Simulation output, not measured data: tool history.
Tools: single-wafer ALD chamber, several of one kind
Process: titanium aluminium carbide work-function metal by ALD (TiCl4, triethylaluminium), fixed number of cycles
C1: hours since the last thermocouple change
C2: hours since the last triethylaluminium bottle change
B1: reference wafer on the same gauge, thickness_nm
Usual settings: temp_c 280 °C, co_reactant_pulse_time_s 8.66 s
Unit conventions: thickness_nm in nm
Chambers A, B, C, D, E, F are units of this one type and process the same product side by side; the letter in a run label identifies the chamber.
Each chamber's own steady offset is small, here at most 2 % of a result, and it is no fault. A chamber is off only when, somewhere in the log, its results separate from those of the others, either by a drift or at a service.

{"run": "1C", "hour": 7.1, "temp_c": 280, "co_reactant_pulse_time_s": 8.66, "C1": 1070.9, "C2": 1401.7, "B1": 1.4798, "thickness_nm": 1.7975}
{"run": "2B", "hour": 19.5, "temp_c": 280, "co_reactant_pulse_time_s": 8.66, "C1": 369.4, "C2": 124.4, "B1": 1.4802, "thickness_nm": 1.7871}
{"run": "3F", "hour": 34.7, "temp_c": 280, "co_reactant_pulse_time_s": 8.66, "C1": 871.7, "C2": 1840.5, "B1": 1.4806, "thickness_nm": 1.7912}
{"run": "4A", "hour": 45.1, "temp_c": 280, "co_reactant_pulse_time_s": 8.66, "C1": 675.7, "C2": 396.4, "B1": 1.4806, "thickness_nm": 1.7914}
{"run": "5D", "hour": 56.0, "temp_c": 280, "co_reactant_pulse_time_s": 8.66, "C1": 638.7, "C2": 1739.4, "B1": 1.4811, "thickness_nm": 1.8321}
{"run": "6E", "hour": 65.2, "temp_c": 288, "co_reactant_pulse_time_s": 10.03, "C1": 285.5, "C2": 606.6, "B1": 1.4817, "thickness_nm": 1.9069}
{"run": "7F", "hour": 75.4, "temp_c": 288, "co_reactant_pulse_time_s": 10.03, "C1": 912.4, "C2": 1881.2, "B1": 1.4823, "thickness_nm": 1.8959}
{"run": "8E", "hour": 90.5, "temp_c": 288, "co_reactant_pulse_time_s": 10.03, "C1": 310.8, "C2": 631.9, "B1": 1.4832, "thickness_nm": 1.9042}
{"run": "9D", "hour": 98.1, "temp_c": 288, "co_reactant_pulse_time_s": 10.03, "C1": 680.8, "C2": 1781.5, "B1": 1.482, "thickness_nm": 1.9371}
{"run": "10A", "hour": 110.5, "temp_c": 288, "co_reactant_pulse_time_s": 10.03, "C1": 741.1, "C2": 461.8, "B1": 1.482, "thickness_nm": 1.8967}
{"run": "11B", "hour": 121.4, "temp_c": 288, "co_reactant_pulse_time_s": 10.03, "C1": 471.3, "C2": 226.3, "B1": 1.4831, "thickness_nm": 1.8994}
{"run": "12C", "hour": 131.5, "temp_c": 280, "co_reactant_pulse_time_s": 8.66, "C1": 1195.3, "C2": 1526.1, "B1": 1.4831, "thickness_nm": 1.8039}
{"hour": 134.9, "done": "chamber E: triethylaluminium bottle replaced"}
{"run": "13B", "hour": 144.7, "temp_c": 280, "co_reactant_pulse_time_s": 8.66, "C1": 494.6, "C2": 249.6, "B1": 1.4831, "thickness_nm": 1.7913}
{"run": "14C", "hour": 157.8, "temp_c": 280, "co_reactant_pulse_time_s": 8.66, "C1": 1221.6, "C2": 1552.4, "B1": 1.4839, "thickness_nm": 1.8059}
{"run": "15E", "hour": 168.2, "temp_c": 280, "co_reactant_pulse_time_s": 8.66, "C1": 388.5, "C2": 33.3, "B1": 1.4837, "thickness_nm": 1.8019}
{"run": "16D", "hour": 176.3, "temp_c": 280, "co_reactant_pulse_time_s": 9.92, "C1": 759.0, "C2": 1859.7, "B1": 1.4835, "thickness_nm": 1.8654}
{"run": "17A", "hour": 189.6, "temp_c": 280, "co_reactant_pulse_time_s": 9.92, "C1": 820.2, "C2": 540.9, "B1": 1.4843, "thickness_nm": 1.8294}
{"run": "18F", "hour": 196.8, "temp_c": 280, "co_reactant_pulse_time_s": 9.92, "C1": 1033.8, "C2": 2002.6, "B1": 1.4854, "thickness_nm": 1.8281}
{"run": "19E", "hour": 210.2, "temp_c": 280, "co_reactant_pulse_time_s": 9.92, "C1": 430.5, "C2": 75.3, "B1": 1.4849, "thickness_nm": 1.8383}
{"run": "20A", "hour": 224.7, "temp_c": 280, "co_reactant_pulse_time_s": 9.92, "C1": 855.3, "C2": 576.0, "B1": 1.4847, "thickness_nm": 1.8269}
{"run": "21F", "hour": 238.8, "temp_c": 280, "co_reactant_pulse_time_s": 9.92, "C1": 1075.8, "C2": 2044.6, "B1": 1.4858, "thickness_nm": 1.8265}
{"hour": 244.7, "done": "chamber F: thermocouple changed; heater temperature recalibrated"}
{"run": "22D", "hour": 251.4, "temp_c": 280, "co_reactant_pulse_time_s": 8.66, "C1": 834.1, "C2": 1934.8, "B1": 1.4856, "thickness_nm": 1.8329}
{"run": "23C", "hour": 263.6, "temp_c": 280, "co_reactant_pulse_time_s": 8.66, "C1": 1327.4, "C2": 1658.2, "B1": 1.486, "thickness_nm": 1.8027}
{"run": "24B", "hour": 274.1, "temp_c": 290, "co_reactant_pulse_time_s": 8.66, "C1": 624.0, "C2": 379.0, "B1": 1.4864, "thickness_nm": 1.8844}
{"run": "25E", "hour": 282.3, "temp_c": 290, "co_reactant_pulse_time_s": 8.66, "C1": 502.6, "C2": 147.4, "B1": 1.486, "thickness_nm": 1.8908}
{"run": "26D", "hour": 295.7, "temp_c": 290, "co_reactant_pulse_time_s": 8.66, "C1": 878.4, "C2": 1979.1, "B1": 1.4873, "thickness_nm": 1.9181}
{"run": "27A", "hour": 311.1, "temp_c": 290, "co_reactant_pulse_time_s": 8.66, "C1": 941.7, "C2": 662.4, "B1": 1.4867, "thickness_nm": 1.8809}
{"run": "28F", "hour": 323.1, "temp_c": 290, "co_reactant_pulse_time_s": 8.66, "C1": 78.5, "C2": 2128.9, "B1": 1.4873, "thickness_nm": 1.8832}
{"run": "29B", "hour": 334.1, "temp_c": 290, "co_reactant_pulse_time_s": 8.66, "C1": 684.0, "C2": 439.0, "B1": 1.4888, "thickness_nm": 1.8836}
{"run": "30C", "hour": 343.7, "temp_c": 280, "co_reactant_pulse_time_s": 8.66, "C1": 1407.5, "C2": 1738.3, "B1": 1.4882, "thickness_nm": 1.8088}
{"run": "31F", "hour": 356.2, "temp_c": 280, "co_reactant_pulse_time_s": 8.66, "C1": 111.6, "C2": 2162.0, "B1": 1.4882, "thickness_nm": 1.8038}
{"run": "32D", "hour": 369.1, "temp_c": 280, "co_reactant_pulse_time_s": 8.66, "C1": 951.8, "C2": 2052.5, "B1": 1.4886, "thickness_nm": 1.8351}
{"run": "33A", "hour": 380.0, "temp_c": 280, "co_reactant_pulse_time_s": 10.75, "C1": 1010.6, "C2": 731.3, "B1": 1.4894, "thickness_nm": 1.8483}
{"run": "34E", "hour": 395.4, "temp_c": 280, "co_reactant_pulse_time_s": 10.75, "C1": 615.7, "C2": 260.5, "B1": 1.4894, "thickness_nm": 1.8647}
{"run": "35B", "hour": 405.0, "temp_c": 280, "co_reactant_pulse_time_s": 10.75, "C1": 754.9, "C2": 509.9, "B1": 1.4896, "thickness_nm": 1.8482}
{"run": "36C", "hour": 419.0, "temp_c": 280, "co_reactant_pulse_time_s": 10.75, "C1": 1482.8, "C2": 1813.6, "B1": 1.4905, "thickness_nm": 1.8581}
{"run": "37E", "hour": 426.0, "temp_c": 280, "co_reactant_pulse_time_s": 10.75, "C1": 646.3, "C2": 291.1, "B1": 1.4895, "thickness_nm": 1.8592}

For the next run the whole fleet of 6 chambers uses the same settings. Give each chamber's results:
{"run": "38A", "hour": 437.3, "temp_c": 280, "co_reactant_pulse_time_s": 8.66, "thickness_nm": "?"}
{"run": "38B", "hour": 437.3, "temp_c": 280, "co_reactant_pulse_time_s": 8.66, "thickness_nm": "?"}
{"run": "38C", "hour": 437.3, "temp_c": 280, "co_reactant_pulse_time_s": 8.66, "thickness_nm": "?"}
{"run": "38D", "hour": 437.3, "temp_c": 280, "co_reactant_pulse_time_s": 8.66, "thickness_nm": "?"}
{"run": "38E", "hour": 437.3, "temp_c": 280, "co_reactant_pulse_time_s": 8.66, "thickness_nm": "?"}
{"run": "38F", "hour": 437.3, "temp_c": 280, "co_reactant_pulse_time_s": 8.66, "thickness_nm": "?"}

run=38A thickness_nm=1.8013
run=38B thickness_nm=1.8021
run=38C thickness_nm=1.8132
run=38D thickness_nm=1.8374
run=38E thickness_nm=1.8152
run=38F thickness_nm=1.8011
